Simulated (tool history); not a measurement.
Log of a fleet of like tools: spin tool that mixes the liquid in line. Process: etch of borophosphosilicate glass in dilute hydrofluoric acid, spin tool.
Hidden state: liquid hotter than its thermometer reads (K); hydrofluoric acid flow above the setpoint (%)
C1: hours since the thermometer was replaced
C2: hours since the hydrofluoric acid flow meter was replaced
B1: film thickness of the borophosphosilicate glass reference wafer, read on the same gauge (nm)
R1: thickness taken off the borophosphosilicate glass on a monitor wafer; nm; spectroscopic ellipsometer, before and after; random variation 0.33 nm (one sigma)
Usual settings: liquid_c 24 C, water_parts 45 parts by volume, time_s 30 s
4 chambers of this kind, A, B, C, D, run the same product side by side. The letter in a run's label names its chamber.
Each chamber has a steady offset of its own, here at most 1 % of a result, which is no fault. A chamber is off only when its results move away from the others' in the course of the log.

{"run": "1D", "hour": 4.5, "liquid_c": 24, "water_parts": 45, "time_s": 30, "C1": 1217.7, "C2": 1201.9, "B1": 120.01, "R1": 37.68}
{"run": "2B", "hour": 8.6, "liquid_c": 24, "water_parts": 45, "time_s": 30, "C1": 285.5, "C2": 399.7, "B1": 119.92, "R1": 38.468}
{"run": "3A", "hour": 12.3, "liquid_c": 24, "water_parts": 45, "time_s": 30, "C1": 81.4, "C2": 151, "B1": 119.96, "R1": 38.669}
{"run": "4C", "hour": 16.2, "liquid_c": 24, "water_parts": 45, "time_s": 30, "C1": 329.4, "C2": 420, "B1": 119.99, "R1": 38.087}
{"run": "5C", "hour": 20.4, "liquid_c": 24, "water_parts": 45, "time_s": 30, "C1": 333.6, "C2": 424.2, "B1": 119.98, "R1": 38.159}
{"run": "6D", "hour": 24.3, "liquid_c": 24, "water_parts": 45, "time_s": 30, "C1": 1237.5, "C2": 1221.7, "B1": 120.01, "R1": 38.462}
{"run": "7B", "hour": 27.3, "liquid_c": 24, "water_parts": 45, "time_s": 30, "C1": 304.2, "C2": 418.4, "B1": 119.99, "R1": 38.739}
{"run": "8A", "hour": 30.2, "liquid_c": 24, "water_parts": 45, "time_s": 30, "C1": 99.3, "C2": 168.9, "B1": 119.98, "R1": 38.675}
{"run": "9C", "hour": 33.1, "liquid_c": 24, "water_parts": 45, "time_s": 30, "C1": 346.3, "C2": 436.9, "B1": 120, "R1": 38.088}
{"run": "10B", "hour": 36.4, "liquid_c": 24, "water_parts": 45, "time_s": 30, "C1": 313.3, "C2": 427.5, "B1": 120.01, "R1": 39.336}
{"run": "11A", "hour": 40.2, "liquid_c": 24, "water_parts": 40, "time_s": 30, "C1": 109.3, "C2": 178.9, "B1": 119.99, "R1": 43.167}
{"run": "12D", "hour": 45.1, "liquid_c": 24, "water_parts": 40, "time_s": 30, "C1": 1258.3, "C2": 1242.5, "B1": 119.97, "R1": 43.31}
{"run": "13A", "hour": 47.6, "liquid_c": 24, "water_parts": 40, "time_s": 30, "C1": 116.7, "C2": 186.3, "B1": 120.03, "R1": 43.461}
{"run": "14D", "hour": 51.7, "liquid_c": 24, "water_parts": 40, "time_s": 30, "C1": 1264.9, "C2": 1249.1, "B1": 119.97, "R1": 43.406}
{"run": "15C", "hour": 54.9, "liquid_c": 24, "water_parts": 45, "time_s": 30, "C1": 368.1, "C2": 458.7, "B1": 119.98, "R1": 38.585}
{"run": "16B", "hour": 59.4, "liquid_c": 24, "water_parts": 45, "time_s": 30, "C1": 336.3, "C2": 450.5, "B1": 120.01, "R1": 40.111}
{"run": "17D", "hour": 61.6, "liquid_c": 24, "water_parts": 45, "time_s": 30, "C1": 1274.8, "C2": 1259, "B1": 120.01, "R1": 38.72}
{"run": "18C", "hour": 65.1, "liquid_c": 24, "water_parts": 30, "time_s": 45, "C1": 378.3, "C2": 468.9, "B1": 119.98, "R1": 88.496}
{"run": "19A", "hour": 68.1, "liquid_c": 24, "water_parts": 30, "time_s": 45, "C1": 137.2, "C2": 206.8, "B1": 119.98, "R1": 87.841}
{"run": "20B", "hour": 70.5, "liquid_c": 24, "water_parts": 30, "time_s": 45, "C1": 347.4, "C2": 461.6, "B1": 120.01, "R1": 92.788}
{"run": "21D", "hour": 75.1, "liquid_c": 24, "water_parts": 30, "time_s": 45, "C1": 1288.3, "C2": 1272.5, "B1": 120.03, "R1": 88.114}
{"run": "22C", "hour": 78.2, "liquid_c": 24, "water_parts": 45, "time_s": 15, "C1": 391.4, "C2": 482, "B1": 119.99, "R1": 19.089}
{"run": "23B", "hour": 82.8, "liquid_c": 24, "water_parts": 45, "time_s": 15, "C1": 359.7, "C2": 473.9, "B1": 120.01, "R1": 20.069}
{"run": "24A", "hour": 86.6, "liquid_c": 24, "water_parts": 45, "time_s": 15, "C1": 155.7, "C2": 225.3, "B1": 120.01, "R1": 19.233}
{"run": "25D", "hour": 90.7, "liquid_c": 24, "water_parts": 45, "time_s": 15, "C1": 1303.9, "C2": 1288.1, "B1": 120, "R1": 19.025}
{"run": "26B", "hour": 95.0, "liquid_c": 24, "water_parts": 45, "time_s": 30, "C1": 371.9, "C2": 486.1, "B1": 120, "R1": 40.797}

What goes on in this fleet: one chamber off, a drifting gauge, or nothing beyond the chambers' own small offsets? Name the chamber and the cause, if any.

Chamber B drifts away from the others.
Cause: hydrofluoric acid flow above the setpoint (%) = 6.34.
The log may not tell that from: liquid hotter than its thermometer reads (K).

Here are 4 candidates for chamber B's next run, each the usual settings with a change, their results left as question marks. Which one brings its results back in line with what the others give on the usual settings?
In line means no further than this from the other chambers' mean on the usual settings: R1 1.2 nm
{"run": "27B-1", "hour": 98.6, "liquid_c": 24, "water_parts": 40, "time_s": 30, "R1": "?"}
{"run": "27B-2", "hour": 98.6, "liquid_c": 22.5, "water_parts": 45, "time_s": 30, "R1": "?"}
{"run": "27B-3", "hour": 98.6, "liquid_c": 25.5, "water_parts": 45, "time_s": 30, "R1": "?"}
{"run": "27B-4", "hour": 98.6, "liquid_c": 24, "water_parts": 50, "time_s": 30, "R1": "?"}

The other chambers' mean on the usual settings: R1 38.353 nm
run=27B-1 R1=46.402
run=27B-2 R1=38.497
run=27B-3 R1=43.589
run=27B-4 R1=36.643
27B-2 brings the chamber back in line.
